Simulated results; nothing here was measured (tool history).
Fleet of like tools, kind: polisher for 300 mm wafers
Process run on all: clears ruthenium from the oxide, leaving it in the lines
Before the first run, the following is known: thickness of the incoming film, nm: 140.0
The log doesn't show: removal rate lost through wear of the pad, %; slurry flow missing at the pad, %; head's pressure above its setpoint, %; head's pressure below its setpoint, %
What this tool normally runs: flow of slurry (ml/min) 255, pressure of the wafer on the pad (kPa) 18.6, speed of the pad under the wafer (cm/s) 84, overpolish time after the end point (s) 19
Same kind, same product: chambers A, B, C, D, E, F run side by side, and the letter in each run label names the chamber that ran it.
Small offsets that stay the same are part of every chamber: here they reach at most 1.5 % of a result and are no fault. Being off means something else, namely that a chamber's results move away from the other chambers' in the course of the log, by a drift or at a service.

| run | hour | flow of slurry (ml/min) | pressure of the wafer on the pad (kPa) | speed of the pad under the wafer (cm/s) | overpolish time after the end point (s) | wafers polished on this pad | hours since the slurry nozzle was cleaned | hours since the head pressure was calibrated | time until the end point was called (s) |
|---|---|---|---|---|---|---|---|---|---|
| 1F | 7.1 | 255 | 18.6 | 84 | 19 | 246 | 412.2 | 127.0 | 122.45 |
|  | 10.0 | chamber D: worn pad replaced by a new one |
| 2B | 11.4 | 255 | 18.6 | 84 | 19 | 648 | 216.1 | 367.5 | 124.84 |
| 3C | 17.4 | 255 | 18.6 | 84 | 19 | 242 | 538.9 | 779.1 | 124.33 |
|  | 22.4 | chamber E: slurry nozzle cleaned |
| 4A | 23.2 | 255 | 18.6 | 84 | 19 | 1189 | 661.4 | 900.5 | 125.19 |
|  | 24.9 | chamber A: worn pad replaced by a new one |
|  | 26.6 | chamber B: head pressure recalibrated |
| 5E | 32.4 | 255 | 18.6 | 84 | 19 | 377 | 10.0 | 539.4 | 122.43 |
| 6D | 40.0 | 255 | 18.6 | 84 | 19 | 338 | 206.4 | 53.5 | 125.48 |
|  | 45.7 | chamber F: worn pad replaced by a new one |
| 7F | 45.7 | 255 | 18.6 | 84 | 19 | 0 | 450.8 | 165.6 | 124.60 |
|  | 48.9 | chamber C: worn pad replaced by a new one |
| 8E | 51.3 | 255 | 18.6 | 84 | 19 | 590 | 28.9 | 558.3 | 123.48 |
| 9C | 59.5 | 255 | 18.6 | 84 | 19 | 120 | 581.0 | 821.2 | 128.42 |
|  | 60.6 | chamber B: worn pad replaced by a new one |
| 10B | 67.4 | 255 | 18.6 | 84 | 19 | 77 | 272.1 | 40.9 | 126.77 |
| 11D | 76.4 | 255 | 18.6 | 84 | 19 | 747 | 242.8 | 89.9 | 122.57 |
|  | 77.5 | chamber E: worn pad replaced by a new one |
|  | 80.0 | chamber D: worn pad replaced by a new one |
| 12A | 85.3 | 255 | 18.6 | 84 | 19 | 680 | 723.5 | 962.6 | 125.80 |
| 13A | 91.4 | 255 | 18.6 | 84 | 19 | 748 | 729.6 | 968.7 | 127.50 |
|  | 92.7 | chamber F: worn pad replaced by a new one |
| 14E | 96.8 | 255 | 18.6 | 84 | 19 | 218 | 74.4 | 603.8 | 124.08 |
| 15C | 105.4 | 255 | 18.6 | 84 | 19 | 636 | 626.9 | 867.1 | 124.95 |
| 16F | 111.6 | 255 | 18.6 | 84 | 19 | 213 | 516.7 | 231.5 | 124.60 |
|  | 116.1 | chamber C: worn pad replaced by a new one |
| 17B | 116.3 | 255 | 14.5 | 84 | 19 | 627 | 321.0 | 89.8 | 163.16 |
| 18D | 121.6 | 255 | 14.5 | 84 | 19 | 468 | 288.0 | 135.1 | 159.81 |
|  | 123.6 | chamber A: slurry nozzle cleaned |
| 19A | 126.1 | 255 | 14.5 | 84 | 19 | 1139 | 2.5 | 1003.4 | 163.65 |
| 20E | 134.5 | 255 | 14.5 | 84 | 19 | 642 | 112.1 | 641.5 | 162.03 |
| 21B | 139.4 | 255 | 14.5 | 84 | 19 | 887 | 344.1 | 112.9 | 158.69 |
|  | 143.3 | chamber D: worn pad replaced by a new one |
|  | 143.9 | chamber D: slurry nozzle cleaned |
| 22C | 144.9 | 255 | 14.5 | 84 | 19 | 324 | 666.4 | 906.6 | 163.66 |
|  | 147.0 | chamber F: worn pad replaced by a new one |
|  | 147.8 | chamber A: worn pad replaced by a new one |
|  | 149.1 | chamber B: worn pad replaced by a new one |
| 23D | 149.8 | 255 | 18.6 | 84 | 19 | 73 | 5.9 | 163.3 | 122.58 |
|  | 150.3 | chamber E: worn pad replaced by a new one |
| 24F | 156.7 | 255 | 18.6 | 84 | 19 | 110 | 561.8 | 276.6 | 126.82 |
| 25F | 162.8 | 255 | 18.6 | 84 | 19 | 178 | 567.9 | 282.7 | 123.63 |
| 26A | 168.1 | 255 | 18.6 | 84 | 19 | 228 | 44.5 | 1045.4 | 124.80 |
|  | 174.7 | chamber C: worn pad replaced by a new one |
| 27C | 178.0 | 255 | 18.6 | 84 | 19 | 37 | 699.5 | 939.7 | 125.85 |
| 28D | 184.0 | 255 | 18.6 | 84 | 19 | 458 | 40.1 | 197.5 | 125.24 |
|  | 193.0 | chamber C: slurry nozzle cleaned |
| 29B | 193.1 | 255 | 18.6 | 84 | 19 | 495 | 397.8 | 166.6 | 126.56 |
| 30E | 200.6 | 255 | 18.6 | 84 | 19 | 566 | 178.2 | 707.6 | 125.19 |
| 31C | 207.8 | 255 | 18.6 | 84 | 19 | 373 | 14.9 | 969.5 | 122.89 |
|  | 209.1 | chamber F: worn pad replaced by a new one |
|  | 212.6 | chamber E: worn pad replaced by a new one |
| 32B | 216.9 | 255 | 18.6 | 84 | 19 | 763 | 421.6 | 190.4 | 123.32 |
|  | 217.1 | chamber D: worn pad replaced by a new one |
| 33A | 223.3 | 255 | 18.6 | 72 | 19 | 849 | 99.7 | 1100.6 | 146.15 |
| 34E | 227.8 | 255 | 18.6 | 72 | 19 | 171 | 205.4 | 734.8 | 141.16 |
| 35D | 236.2 | 255 | 18.6 | 72 | 19 | 215 | 92.3 | 249.7 | 145.04 |
| 36F | 242.8 | 255 | 18.6 | 72 | 19 | 379 | 647.9 | 362.7 | 145.99 |

All 6 chambers run these settings next. Forecast each chamber's results:
| 37A | 249.9 | 255 | 18.6 | 56 | 19 |  |  |  | ? |
| 37B | 249.9 | 255 | 18.6 | 56 | 19 |  |  |  | ? |
| 37C | 249.9 | 255 | 18.6 | 56 | 19 |  |  |  | ? |
| 37D | 249.9 | 255 | 18.6 | 56 | 19 |  |  |  | ? |
| 37E | 249.9 | 255 | 18.6 | 56 | 19 |  |  |  | ? |
| 37F | 249.9 | 255 | 18.6 | 56 | 19 |  |  |  | ? |

| run | time until the end point was called (s) |
|---|---|
| 37A | 191.06 |
| 37B | 185.21 |
| 37C | 184.78 |
| 37D | 187.52 |
| 37E | 183.77 |
| 37F | 185.15 |
